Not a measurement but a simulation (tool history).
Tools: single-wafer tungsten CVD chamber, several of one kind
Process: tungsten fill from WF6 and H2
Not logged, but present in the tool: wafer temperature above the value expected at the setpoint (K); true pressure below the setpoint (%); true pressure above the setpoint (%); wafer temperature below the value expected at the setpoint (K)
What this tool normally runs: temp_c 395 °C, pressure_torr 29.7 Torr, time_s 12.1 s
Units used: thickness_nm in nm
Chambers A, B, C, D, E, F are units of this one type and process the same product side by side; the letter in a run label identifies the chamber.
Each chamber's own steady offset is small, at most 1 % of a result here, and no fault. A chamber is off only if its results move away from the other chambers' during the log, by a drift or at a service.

run   hour  temp_c  pressure_torr  time_s  hours since the last thermocouple change  hours since the last manometer calibration  read-back reference wafer on the same gauge, thickness_nm  thickness_nm
 1D    6.5     395           29.7    12.1                                     692.3                                       786.9                                                     29.502        31.882
 2A   14.9     395           29.7    12.1                                     468.4                                       938.9                                                     29.551        32.412
 3F   25.0     395           29.7    12.1                                      35.1                                      1787.8                                                     29.489        32.121
 4E   30.4     395           29.7    12.1                                     357.9                                       652.5                                                     29.454        31.386
 5B   37.1     395           29.7    12.1                                    1960.4                                       201.7                                                     29.505        32.223
 6C   46.1     395           29.7    12.1                                    1385.9                                      2889.0                                                     29.470        31.590
 7A   53.0     395           25.2    13.3                                     506.5                                       977.0                                                     29.509        32.497
 8D   58.6     395           25.2    13.3                                     744.4                                       839.0                                                     29.467        32.478
 9E   66.2     395           25.2    13.3                                     393.7                                       688.3                                                     29.449        31.812
10C   75.5     395           25.2    13.3                                    1415.3                                      2918.4                                                     29.513        32.304
11F   81.9     395           25.2    13.3                                      92.0                                      1844.7                                                     29.535        32.399
12B   88.5     395           25.2    13.3                                    2011.8                                       253.1                                                     29.511        32.822
13A   97.1     395           29.7    12.1                                     550.6                                      1021.1                                                     29.483        31.534
14E  101.9     395           29.7    12.1                                     429.4                                       724.0                                                     29.483        31.835
15F  106.9     395           29.7    12.1                                     117.0                                      1869.7                                                     29.482        31.910
16B  112.5     395           29.7    12.1                                    2035.8                                       277.1                                                     29.524        32.021
17D  117.4     395           29.7    12.1                                     803.2                                       897.8                                                     29.501        31.738
18C  127.9     395           34.7    10.2                                    1467.7                                      2970.8                                                     29.500        28.741
19D  134.0     395           34.7    10.2                                     819.8                                       914.4                                                     29.502        28.671
20B  144.1     395           34.7    10.2                                    2067.4                                       308.7                                                     29.494        28.743
21C  150.3     395           34.7    10.2                                    1490.1                                      2993.2                                                     29.544        28.460
22E  159.0     395           34.7    10.2                                     486.5                                       781.1                                                     29.529        28.886
23A  168.7     395           34.7    10.2                                     622.2                                      1092.7                                                     29.466        29.282
24F  176.2     395           29.7    12.1                                     186.3                                      1939.0                                                     29.521        31.962
25B  181.6     395           29.7    12.1                                    2104.9                                       346.2                                                     29.532        31.942
26D  189.9     395           29.7    12.1                                     875.7                                       970.3                                                     29.529        31.831
27C  196.4     395           29.7    12.1                                    1536.2                                      3039.3                                                     29.465        31.274
28A  206.8     395           29.7    12.1                                     660.3                                      1130.8                                                     29.488        32.348
     211.8  -- chamber F: capacitance manometer re-zeroed and calibrated
29F  216.8     395           29.7    13.9                                     226.9                                         5.1                                                     29.523        36.715
30E  223.8     395           29.7    13.9                                     551.3                                       845.9                                                     29.483        36.674
31B  232.2     395           29.7    13.9                                    2155.5                                       396.8                                                     29.551        37.346
32E  240.0     395           29.7    13.9                                     567.5                                       862.1                                                     29.477        36.223
     241.1  -- chamber D: capacitance manometer re-zeroed and calibrated
33D  250.8     395           29.7    13.9                                     936.6                                         9.8                                                     29.480        36.289
34A  255.6     395           29.7    13.9                                     709.1                                      1179.6                                                     29.505        37.121
     258.4  -- chamber A: capacitance manometer re-zeroed and calibrated
35F  261.4     395           29.7    12.1                                     271.5                                        49.7                                                     29.527        32.077
36C  269.3     395           29.7    12.1                                    1609.1                                      3112.2                                                     29.496        30.359
37D  279.7     387           22.8    12.1                                     965.5                                        38.7                                                     29.489        24.269
38F  286.3     387           22.8    12.1                                     296.4                                        74.6                                                     29.493        24.193
39A  293.6     387           22.8    12.1                                     747.1                                        35.3                                                     29.488        24.135
40B  301.4     387           22.8    12.1                                    2224.7                                       466.0                                                     29.479        24.078

For the next run the whole fleet of 6 chambers uses the same settings. Give each chamber's results:
41A  309.2     409           29.7    12.1                                                                                                                                                              ?
41B  309.2     409           29.7    12.1                                                                                                                                                              ?
41C  309.2     409           29.7    12.1                                                                                                                                                              ?
41D  309.2     409           29.7    12.1                                                                                                                                                              ?
41E  309.2     409           29.7    12.1                                                                                                                                                              ?
41F  309.2     409           29.7    12.1                                                                                                                                                              ?

run  thickness_nm
41A        40.752
41B        41.004
41C        39.461
41D        40.847
41E        41.174
41F        41.513

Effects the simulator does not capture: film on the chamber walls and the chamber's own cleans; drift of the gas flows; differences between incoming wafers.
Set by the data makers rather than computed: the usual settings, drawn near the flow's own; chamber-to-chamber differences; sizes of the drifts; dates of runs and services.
